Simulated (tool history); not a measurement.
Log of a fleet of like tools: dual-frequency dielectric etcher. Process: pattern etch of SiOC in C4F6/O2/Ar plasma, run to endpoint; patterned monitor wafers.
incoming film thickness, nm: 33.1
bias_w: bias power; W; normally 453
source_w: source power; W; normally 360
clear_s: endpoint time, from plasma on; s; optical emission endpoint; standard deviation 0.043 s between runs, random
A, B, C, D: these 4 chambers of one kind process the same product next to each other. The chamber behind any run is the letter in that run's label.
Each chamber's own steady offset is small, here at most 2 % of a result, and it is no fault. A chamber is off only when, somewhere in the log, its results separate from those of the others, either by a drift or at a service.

Run 1A, hour 6.0: usual settings. Result: clear_s 12.161 s.
Run 2C, hour 12.3: usual settings. Result: clear_s 11.866 s.
Run 3D, hour 18.9: usual settings. Result: clear_s 11.873 s.
Run 4B, hour 24.7: usual settings. Result: clear_s 12.157 s.
Run 5C, hour 28.3: usual settings. Result: clear_s 11.852 s.
At hour 30.2: chamber C: source power generator calibrated.
Run 6A, hour 31.7: usual settings but bias_w 355 W, source_w 430 W. Result: clear_s 12.345 s.
Run 7D, hour 37.0: usual settings but bias_w 355 W, source_w 430 W. Result: clear_s 12.099 s.
Run 8B, hour 40.6: usual settings but bias_w 355 W, source_w 430 W. Result: clear_s 12.333 s.
Run 9A, hour 47.6: usual settings but bias_w 355 W, source_w 430 W. Result: clear_s 12.371 s.
Run 10C, hour 54.8: usual settings. Result: clear_s 11.833 s.
Run 11D, hour 61.0: usual settings. Result: clear_s 11.854 s.
Run 12B, hour 66.0: usual settings. Result: clear_s 12.132 s.
Run 13A, hour 70.4: usual settings but bias_w 387 W, source_w 430 W. Result: clear_s 12.040 s.
Run 14C, hour 76.8: usual settings but bias_w 387 W, source_w 430 W. Result: clear_s 11.678 s.
Run 15B, hour 82.4: usual settings but bias_w 387 W, source_w 430 W. Result: clear_s 11.937 s.
Run 16D, hour 88.3: usual settings but bias_w 387 W, source_w 430 W. Result: clear_s 11.674 s.
Run 17B, hour 92.4: usual settings. Result: clear_s 12.146 s.
Run 18D, hour 96.1: usual settings. Result: clear_s 11.808 s.
Run 19A, hour 100.4: usual settings. Result: clear_s 12.139 s.
Run 20C, hour 107.3: usual settings. Result: clear_s 11.732 s.
Run 21C, hour 112.9: usual settings. Result: clear_s 11.679 s.
Run 22B, hour 116.9: usual settings. Result: clear_s 12.186 s.
Run 23D, hour 124.0: usual settings. Result: clear_s 11.844 s.
Run 24A, hour 129.7: usual settings. Result: clear_s 12.130 s.
Run 25B, hour 135.8: usual settings but source_w 310 W. Result: clear_s 12.900 s.
Run 26C, hour 139.4: usual settings but source_w 310 W. Result: clear_s 12.326 s.
Run 27D, hour 144.8: usual settings but source_w 310 W. Result: clear_s 12.510 s.
Run 28A, hour 148.6: usual settings but source_w 310 W. Result: clear_s 12.749 s.
Run 29A, hour 153.7: usual settings. Result: clear_s 12.039 s.
Run 30C, hour 160.8: usual settings. Result: clear_s 11.553 s.
Run 31B, hour 164.3: usual settings. Result: clear_s 12.042 s.
Run 32D, hour 169.3: usual settings. Result: clear_s 11.787 s.
Run 33B, hour 173.3: usual settings but bias_w 506 W, source_w 440 W. Result: clear_s 10.793 s.
Run 34A, hour 179.9: usual settings but bias_w 506 W, source_w 440 W. Result: clear_s 10.713 s.
Run 35D, hour 186.9: usual settings but bias_w 506 W, source_w 440 W. Result: clear_s 10.531 s.
Run 36C, hour 190.5: usual settings but bias_w 506 W, source_w 440 W. Result: clear_s 10.239 s.
Run 37C, hour 197.8: usual settings. Result: clear_s 11.554 s.
Run 38D, hour 205.0: usual settings. Result: clear_s 11.831 s.

All 4 chambers run these settings next. Forecast each chamber's results:
Run 39A, hour 210.3: usual settings. Result: clear_s ?.
Run 39B, hour 210.3: usual settings. Result: clear_s ?.
Run 39C, hour 210.3: usual settings. Result: clear_s ?.
Run 39D, hour 210.3: usual settings. Result: clear_s ?.

run  clear_s
39A   12.117
39B   12.085
39C   11.478
39D   11.807
